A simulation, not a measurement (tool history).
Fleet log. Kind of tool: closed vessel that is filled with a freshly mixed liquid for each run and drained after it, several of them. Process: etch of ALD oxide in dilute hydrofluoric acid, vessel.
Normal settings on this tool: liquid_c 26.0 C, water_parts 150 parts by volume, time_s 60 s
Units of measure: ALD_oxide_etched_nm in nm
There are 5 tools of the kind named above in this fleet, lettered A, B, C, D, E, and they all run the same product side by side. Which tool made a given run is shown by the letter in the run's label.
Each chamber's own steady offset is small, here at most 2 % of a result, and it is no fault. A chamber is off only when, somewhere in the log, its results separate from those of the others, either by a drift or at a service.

| run | day | liquid_c | water_parts | time_s | hours since the thermometer was replaced | hours since the hydrofluoric acid flow meter was replaced | read-back film thickness of the ALD oxide reference wafer, read on the same gauge (nm) | ALD_oxide_etched_nm |
|---|---|---|---|---|---|---|---|---|
|  | 0.088 | chamber A: hydrofluoric acid flow meter replaced |
| 1D | 0.262 | 26.0 | 150 | 60 | 896.4 | 1187.5 | 69.974 | 8.0700 |
| 2E | 0.521 | 26.0 | 150 | 60 | 709.9 | 1683.1 | 70.003 | 7.9081 |
| 3A | 0.792 | 26.0 | 150 | 60 | 1973.1 | 16.9 | 70.000 | 7.8906 |
| 4C | 0.983 | 26.0 | 150 | 60 | 2084.3 | 200.8 | 69.986 | 8.0058 |
|  | 1.088 | chamber E: hydrofluoric acid flow meter replaced |
| 5B | 1.321 | 26.0 | 150 | 60 | 718.0 | 177.1 | 69.983 | 7.8312 |
| 6E | 1.525 | 26.0 | 150 | 60 | 734.0 | 10.5 | 70.001 | 8.0348 |
| 7A | 1.762 | 26.0 | 150 | 60 | 1996.4 | 40.2 | 70.008 | 7.8607 |
| 8C | 2.038 | 26.0 | 150 | 80 | 2109.6 | 226.1 | 69.988 | 10.7280 |
| 9D | 2.262 | 26.0 | 150 | 80 | 944.4 | 1235.5 | 69.985 | 10.5470 |
| 10B | 2.546 | 26.0 | 150 | 80 | 747.4 | 206.5 | 70.014 | 10.3690 |
| 11C | 2.858 | 26.0 | 150 | 80 | 2129.3 | 245.8 | 70.011 | 10.6380 |
| 12D | 3.096 | 26.0 | 150 | 80 | 964.4 | 1255.5 | 70.008 | 10.6870 |
| 13A | 3.396 | 26.0 | 150 | 60 | 2035.6 | 79.4 | 70.024 | 7.8581 |
| 14E | 3.629 | 26.0 | 150 | 60 | 784.5 | 61.0 | 69.992 | 7.9559 |
| 15B | 3.954 | 26.0 | 150 | 60 | 781.2 | 240.3 | 69.982 | 7.7713 |
| 16B | 4.254 | 26.0 | 150 | 60 | 788.4 | 247.5 | 70.002 | 7.7351 |
| 17D | 4.508 | 26.0 | 150 | 60 | 998.3 | 1289.4 | 69.965 | 7.9488 |
| 18C | 4.725 | 23.5 | 150 | 60 | 2174.1 | 290.6 | 69.993 | 7.2336 |
| 19A | 5.012 | 23.5 | 150 | 60 | 2074.4 | 118.2 | 70.032 | 7.1087 |
| 20E | 5.354 | 23.5 | 150 | 60 | 825.9 | 102.4 | 70.022 | 7.2911 |
| 21A | 5.533 | 23.5 | 150 | 60 | 2086.9 | 130.7 | 70.007 | 7.1732 |
| 22C | 5.779 | 23.5 | 150 | 60 | 2199.4 | 315.9 | 69.995 | 7.2387 |
| 23E | 6.042 | 23.0 | 150 | 60 | 842.4 | 118.9 | 70.037 | 7.0348 |
| 24B | 6.250 | 23.0 | 150 | 60 | 836.3 | 295.4 | 70.025 | 6.8238 |
| 25D | 6.462 | 23.0 | 150 | 60 | 1045.2 | 1336.3 | 70.002 | 7.0533 |
| 26B | 6.704 | 23.0 | 150 | 60 | 847.2 | 306.3 | 70.016 | 6.6978 |
| 27D | 6.850 | 23.0 | 150 | 60 | 1054.5 | 1345.6 | 69.980 | 7.0711 |
| 28A | 7.117 | 26.0 | 150 | 60 | 2124.9 | 168.7 | 70.003 | 7.8398 |
| 29C | 7.396 | 26.0 | 150 | 60 | 2238.2 | 354.7 | 70.020 | 7.9296 |
| 30E | 7.608 | 26.0 | 150 | 60 | 880.0 | 156.5 | 69.999 | 8.0610 |
| 31C | 7.800 | 26.0 | 150 | 60 | 2247.9 | 364.4 | 69.982 | 7.9546 |
| 32D | 7.992 | 26.0 | 150 | 60 | 1081.9 | 1373.0 | 70.022 | 7.9428 |
| 33A | 8.283 | 26.0 | 150 | 45 | 2152.9 | 196.7 | 69.993 | 5.8690 |
| 34B | 8.467 | 26.0 | 150 | 45 | 889.5 | 348.6 | 70.003 | 5.4850 |
| 35E | 8.704 | 26.0 | 150 | 45 | 906.3 | 182.8 | 69.995 | 6.0012 |
| 36A | 8.879 | 26.0 | 150 | 45 | 2167.2 | 211.0 | 69.986 | 5.8881 |
| 37C | 9.117 | 26.0 | 150 | 45 | 2279.5 | 396.0 | 69.977 | 5.9890 |
| 38E | 9.321 | 26.0 | 150 | 60 | 921.1 | 197.6 | 69.993 | 7.9950 |
| 39D | 9.662 | 26.0 | 150 | 60 | 1122.0 | 1413.1 | 69.994 | 7.9780 |

Predict what each chamber gives when all 5 of them run the settings below next.
| 40A | 9.904 | 26.0 | 150 | 60 |  |  |  | ? |
| 40B | 9.904 | 26.0 | 150 | 60 |  |  |  | ? |
| 40C | 9.904 | 26.0 | 150 | 60 |  |  |  | ? |
| 40D | 9.904 | 26.0 | 150 | 60 |  |  |  | ? |
| 40E | 9.904 | 26.0 | 150 | 60 |  |  |  | ? |

| run | ALD_oxide_etched_nm |
|---|---|
| 40A | 7.8451 |
| 40B | 7.2398 |
| 40C | 7.9594 |
| 40D | 7.9917 |
| 40E | 8.1037 |

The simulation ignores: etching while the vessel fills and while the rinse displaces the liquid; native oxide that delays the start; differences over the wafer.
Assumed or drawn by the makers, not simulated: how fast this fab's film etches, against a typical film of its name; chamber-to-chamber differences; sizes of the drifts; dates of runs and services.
